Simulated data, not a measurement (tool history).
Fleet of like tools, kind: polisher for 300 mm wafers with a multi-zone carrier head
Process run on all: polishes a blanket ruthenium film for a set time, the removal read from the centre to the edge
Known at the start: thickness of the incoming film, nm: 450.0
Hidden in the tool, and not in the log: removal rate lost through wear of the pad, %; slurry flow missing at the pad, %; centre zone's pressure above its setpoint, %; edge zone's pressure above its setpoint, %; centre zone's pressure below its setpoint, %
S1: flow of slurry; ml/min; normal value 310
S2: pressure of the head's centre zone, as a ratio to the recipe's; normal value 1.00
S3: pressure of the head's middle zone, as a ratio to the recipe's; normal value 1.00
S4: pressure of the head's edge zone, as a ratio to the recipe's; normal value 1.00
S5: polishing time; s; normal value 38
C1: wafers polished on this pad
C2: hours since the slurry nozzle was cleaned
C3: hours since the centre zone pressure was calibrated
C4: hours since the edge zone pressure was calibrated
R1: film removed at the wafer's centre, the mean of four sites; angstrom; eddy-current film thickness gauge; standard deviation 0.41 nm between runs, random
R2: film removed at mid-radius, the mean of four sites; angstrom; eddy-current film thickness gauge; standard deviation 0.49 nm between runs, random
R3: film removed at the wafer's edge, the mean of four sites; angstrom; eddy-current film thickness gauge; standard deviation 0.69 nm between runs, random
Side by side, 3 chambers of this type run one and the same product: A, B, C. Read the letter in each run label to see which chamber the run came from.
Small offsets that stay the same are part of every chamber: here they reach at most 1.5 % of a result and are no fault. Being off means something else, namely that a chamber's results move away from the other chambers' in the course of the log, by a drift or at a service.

{"day": 0.033, "done": "chamber B: worn pad replaced by a new one"}
{"run": "1A", "day": 0.179, "S1": 310, "S2": 1.0, "S3": 1.0, "S4": 1.0, "S5": 38, "C1": 650, "C2": 90.4, "C3": 464.1, "C4": 1149.5, "R1": 465.73, "R2": 474.52, "R3": 481.41}
{"day": 0.35, "done": "chamber C: worn pad replaced by a new one"}
{"run": "2B", "day": 0.417, "S1": 310, "S2": 1.0, "S3": 1.0, "S4": 1.0, "S5": 38, "C1": 119, "C2": 385.7, "C3": 222.4, "C4": 751.0, "R1": 474.58, "R2": 467.85, "R3": 479.26}
{"run": "3C", "day": 0.579, "S1": 310, "S2": 1.0, "S3": 1.0, "S4": 1.0, "S5": 38, "C1": 72, "C2": 378.7, "C3": 18.2, "C4": 332.2, "R1": 473.76, "R2": 478.53, "R3": 488.48}
{"run": "4C", "day": 0.742, "S1": 310, "S2": 1.0, "S3": 1.0, "S4": 1.0, "S5": 38, "C1": 122, "C2": 382.6, "C3": 22.1, "C4": 336.1, "R1": 470.53, "R2": 469.13, "R3": 492.49}
{"day": 0.942, "done": "chamber A: worn pad replaced by a new one"}
{"run": "5A", "day": 0.979, "S1": 360, "S2": 1.0, "S3": 1.0, "S4": 1.0, "S5": 30, "C1": 11, "C2": 109.6, "C3": 483.3, "C4": 1168.7, "R1": 382.96, "R2": 380.82, "R3": 382.81}
{"run": "6B", "day": 1.15, "S1": 360, "S2": 1.0, "S3": 1.0, "S4": 1.0, "S5": 30, "C1": 347, "C2": 403.3, "C3": 240.0, "C4": 768.6, "R1": 381.34, "R2": 376.28, "R3": 375.63}
{"run": "7C", "day": 1.296, "S1": 360, "S2": 1.0, "S3": 1.0, "S4": 1.0, "S5": 30, "C1": 294, "C2": 395.9, "C3": 35.4, "C4": 349.4, "R1": 380.2, "R2": 375.33, "R3": 387.74}
{"run": "8B", "day": 1.429, "S1": 310, "S2": 1.0, "S3": 1.0, "S4": 0.93, "S5": 46, "C1": 433, "C2": 410.0, "C3": 246.7, "C4": 775.3, "R1": 570.55, "R2": 560.88, "R3": 555.53}
{"run": "9A", "day": 1.658, "S1": 310, "S2": 1.0, "S3": 1.0, "S4": 0.93, "S5": 46, "C1": 222, "C2": 125.9, "C3": 499.6, "C4": 1185.0, "R1": 581.8, "R2": 581.47, "R3": 547.7}
{"run": "10B", "day": 1.871, "S1": 310, "S2": 1.0, "S3": 1.0, "S4": 0.93, "S5": 46, "C1": 571, "C2": 420.6, "C3": 257.3, "C4": 785.9, "R1": 570.5, "R2": 573.41, "R3": 546.9}
{"run": "11C", "day": 2.092, "S1": 310, "S2": 1.0, "S3": 1.0, "S4": 1.0, "S5": 38, "C1": 541, "C2": 415.0, "C3": 54.5, "C4": 368.5, "R1": 472.33, "R2": 470.28, "R3": 474.61}
{"run": "12A", "day": 2.217, "S1": 215, "S2": 1.0, "S3": 1.0, "S4": 1.07, "S5": 38, "C1": 396, "C2": 139.3, "C3": 513.0, "C4": 1198.4, "R1": 454.5, "R2": 458.34, "R3": 466.81}
{"day": 2.338, "done": "chamber B: slurry nozzle cleaned"}
{"run": "13B", "day": 2.4, "S1": 215, "S2": 1.0, "S3": 1.0, "S4": 1.07, "S5": 38, "C1": 735, "C2": 1.5, "C3": 270.0, "C4": 798.6, "R1": 452.93, "R2": 447.08, "R3": 475.25}
{"run": "14A", "day": 2.588, "S1": 215, "S2": 1.0, "S3": 1.0, "S4": 1.07, "S5": 38, "C1": 511, "C2": 148.2, "C3": 521.9, "C4": 1207.3, "R1": 454.65, "R2": 457.14, "R3": 474.16}
{"run": "15C", "day": 2.771, "S1": 310, "S2": 1.0, "S3": 0.94, "S4": 1.0, "S5": 38, "C1": 752, "C2": 431.3, "C3": 70.8, "C4": 384.8, "R1": 473.43, "R2": 457.68, "R3": 471.69}
{"run": "16B", "day": 2.888, "S1": 310, "S2": 1.0, "S3": 0.94, "S4": 1.0, "S5": 38, "C1": 886, "C2": 13.2, "C3": 281.7, "C4": 810.3, "R1": 467.58, "R2": 439.35, "R3": 470.68}
{"day": 2.958, "done": "chamber B: worn pad replaced by a new one"}
{"run": "17A", "day": 3.079, "S1": 310, "S2": 1.0, "S3": 0.94, "S4": 1.0, "S5": 38, "C1": 663, "C2": 160.0, "C3": 533.7, "C4": 1219.1, "R1": 476.0, "R2": 443.67, "R3": 463.45}
{"run": "18C", "day": 3.262, "S1": 310, "S2": 1.0, "S3": 1.0, "S4": 1.0, "S5": 47, "C1": 905, "C2": 443.1, "C3": 82.6, "C4": 396.6, "R1": 583.35, "R2": 582.46, "R3": 602.82}
{"run": "19A", "day": 3.442, "S1": 310, "S2": 1.0, "S3": 1.0, "S4": 1.0, "S5": 47, "C1": 776, "C2": 168.7, "C3": 542.4, "C4": 1227.8, "R1": 575.84, "R2": 581.99, "R3": 595.21}
{"day": 3.483, "done": "chamber A: worn pad replaced by a new one"}
{"run": "20C", "day": 3.662, "S1": 310, "S2": 1.0, "S3": 1.0, "S4": 1.0, "S5": 47, "C1": 1029, "C2": 452.7, "C3": 92.2, "C4": 406.2, "R1": 582.96, "R2": 599.31, "R3": 598.06}
{"run": "21B", "day": 3.783, "S1": 310, "S2": 1.0, "S3": 1.0, "S4": 1.0, "S5": 38, "C1": 256, "C2": 34.7, "C3": 303.2, "C4": 831.8, "R1": 463.44, "R2": 474.2, "R3": 472.49}
{"day": 3.796, "done": "chamber C: edge zone pressure recalibrated"}
{"run": "22B", "day": 3.917, "S1": 310, "S2": 1.0, "S3": 1.0, "S4": 1.0, "S5": 38, "C1": 297, "C2": 37.9, "C3": 306.4, "C4": 835.0, "R1": 463.15, "R2": 467.06, "R3": 461.01}
{"run": "23C", "day": 4.042, "S1": 310, "S2": 1.0, "S3": 1.0, "S4": 1.0, "S5": 38, "C1": 1147, "C2": 461.8, "C3": 101.3, "C4": 6.0, "R1": 474.9, "R2": 465.38, "R3": 473.43}
{"run": "24A", "day": 4.233, "S1": 310, "S2": 0.93, "S3": 1.0, "S4": 1.0, "S5": 38, "C1": 233, "C2": 187.7, "C3": 561.4, "C4": 1246.8, "R1": 435.03, "R2": 476.28, "R3": 469.31}
{"run": "25C", "day": 4.4, "S1": 310, "S2": 0.93, "S3": 1.0, "S4": 1.0, "S5": 38, "C1": 1258, "C2": 470.4, "C3": 109.9, "C4": 14.6, "R1": 440.19, "R2": 476.69, "R3": 475.91}
{"run": "26A", "day": 4.583, "S1": 310, "S2": 0.93, "S3": 1.0, "S4": 1.0, "S5": 38, "C1": 342, "C2": 196.1, "C3": 569.8, "C4": 1255.2, "R1": 442.55, "R2": 476.0, "R3": 473.16}
{"run": "27B", "day": 4.733, "S1": 310, "S2": 1.0, "S3": 1.0, "S4": 1.0, "S5": 38, "C1": 551, "C2": 57.5, "C3": 326.0, "C4": 854.6, "R1": 455.28, "R2": 476.56, "R3": 476.77}
{"day": 4.888, "done": "chamber C: worn pad replaced by a new one"}
{"run": "28C", "day": 4.938, "S1": 310, "S2": 1.0, "S3": 1.0, "S4": 1.0, "S5": 38, "C1": 15, "C2": 483.3, "C3": 122.8, "C4": 27.5, "R1": 469.88, "R2": 484.82, "R3": 480.64}
{"run": "29B", "day": 5.15, "S1": 310, "S2": 0.91, "S3": 1.0, "S4": 1.0, "S5": 38, "C1": 680, "C2": 67.5, "C3": 336.0, "C4": 864.6, "R1": 411.37, "R2": 481.21, "R3": 472.52}
{"run": "30A", "day": 5.362, "S1": 310, "S2": 0.91, "S3": 1.0, "S4": 1.0, "S5": 38, "C1": 584, "C2": 214.8, "C3": 588.5, "C4": 1273.9, "R1": 421.49, "R2": 471.02, "R3": 470.06}
{"run": "31B", "day": 5.583, "S1": 310, "S2": 0.91, "S3": 1.0, "S4": 1.0, "S5": 38, "C1": 815, "C2": 77.9, "C3": 346.4, "C4": 875.0, "R1": 416.37, "R2": 464.91, "R3": 476.38}
{"day": 5.642, "done": "chamber A: worn pad replaced by a new one"}
{"run": "32C", "day": 5.767, "S1": 310, "S2": 1.0, "S3": 1.0, "S4": 1.0, "S5": 38, "C1": 273, "C2": 503.2, "C3": 142.7, "C4": 47.4, "R1": 467.36, "R2": 479.77, "R3": 490.0}
{"day": 5.775, "done": "chamber B: worn pad replaced by a new one"}
{"run": "33A", "day": 6.0, "S1": 310, "S2": 1.0, "S3": 1.0, "S4": 1.0, "S5": 38, "C1": 112, "C2": 230.1, "C3": 603.8, "C4": 1289.2, "R1": 479.96, "R2": 467.85, "R3": 476.63}
{"run": "34C", "day": 6.204, "S1": 310, "S2": 1.0, "S3": 1.0, "S4": 1.0, "S5": 38, "C1": 408, "C2": 513.7, "C3": 153.2, "C4": 57.9, "R1": 480.93, "R2": 468.85, "R3": 478.69}
{"run": "35A", "day": 6.429, "S1": 310, "S2": 1.0, "S3": 1.0, "S4": 1.0, "S5": 38, "C1": 245, "C2": 240.4, "C3": 614.1, "C4": 1299.5, "R1": 468.65, "R2": 476.13, "R3": 468.75}
{"run": "36B", "day": 6.571, "S1": 310, "S2": 1.0, "S3": 1.0, "S4": 1.0, "S5": 38, "C1": 247, "C2": 101.6, "C3": 370.1, "C4": 898.7, "R1": 450.11, "R2": 468.33, "R3": 472.15}
{"day": 6.575, "done": "chamber A: edge zone pressure recalibrated"}
{"run": "37B", "day": 6.733, "S1": 310, "S2": 1.0, "S3": 1.0, "S4": 1.0, "S5": 38, "C1": 298, "C2": 105.5, "C3": 374.0, "C4": 902.6, "R1": 444.87, "R2": 469.11, "R3": 465.28}
{"run": "38A", "day": 6.912, "S1": 310, "S2": 1.0, "S3": 1.0, "S4": 1.0, "S5": 38, "C1": 395, "C2": 252.0, "C3": 625.7, "C4": 8.2, "R1": 473.04, "R2": 469.34, "R3": 475.57}
{"run": "39C", "day": 7.15, "S1": 310, "S2": 1.0, "S3": 1.0, "S4": 1.0, "S5": 38, "C1": 702, "C2": 536.4, "C3": 175.9, "C4": 80.6, "R1": 472.26, "R2": 475.95, "R3": 477.71}
{"run": "40A", "day": 7.267, "S1": 310, "S2": 1.0, "S3": 1.0, "S4": 1.0, "S5": 38, "C1": 505, "C2": 260.5, "C3": 634.2, "C4": 16.7, "R1": 473.47, "R2": 466.39, "R3": 469.33}
{"run": "41C", "day": 7.479, "S1": 310, "S2": 1.0, "S3": 1.0, "S4": 1.0, "S5": 38, "C1": 804, "C2": 544.3, "C3": 183.8, "C4": 88.5, "R1": 467.08, "R2": 474.2, "R3": 464.83}
{"run": "42B", "day": 7.629, "S1": 310, "S2": 1.0, "S3": 1.0, "S4": 1.0, "S5": 38, "C1": 576, "C2": 127.0, "C3": 395.5, "C4": 924.1, "R1": 441.47, "R2": 474.3, "R3": 476.15}
{"run": "43C", "day": 7.75, "S1": 310, "S2": 1.0, "S3": 1.0, "S4": 1.0, "S5": 38, "C1": 888, "C2": 550.8, "C3": 190.3, "C4": 95.0, "R1": 470.26, "R2": 474.84, "R3": 490.8}
{"run": "44B", "day": 7.958, "S1": 310, "S2": 1.0, "S3": 1.0, "S4": 1.0, "S5": 38, "C1": 678, "C2": 134.9, "C3": 403.4, "C4": 932.0, "R1": 443.45, "R2": 464.16, "R3": 464.65}

All 3 chambers run these settings next. Forecast each chamber's results:
{"run": "45A", "day": 8.142, "S1": 410, "S2": 1.0, "S3": 1.0, "S4": 1.0, "S5": 38, "R1": "?", "R2": "?", "R3": "?"}
{"run": "45B", "day": 8.142, "S1": 410, "S2": 1.0, "S3": 1.0, "S4": 1.0, "S5": 38, "R1": "?", "R2": "?", "R3": "?"}
{"run": "45C", "day": 8.142, "S1": 410, "S2": 1.0, "S3": 1.0, "S4": 1.0, "S5": 38, "R1": "?", "R2": "?", "R3": "?"}

run=45A R1=485.10 R2=487.28 R3=467.25
run=45B R1=459.79 R2=479.53 R3=480.63
run=45C R1=485.01 R2=490.48 R3=495.12
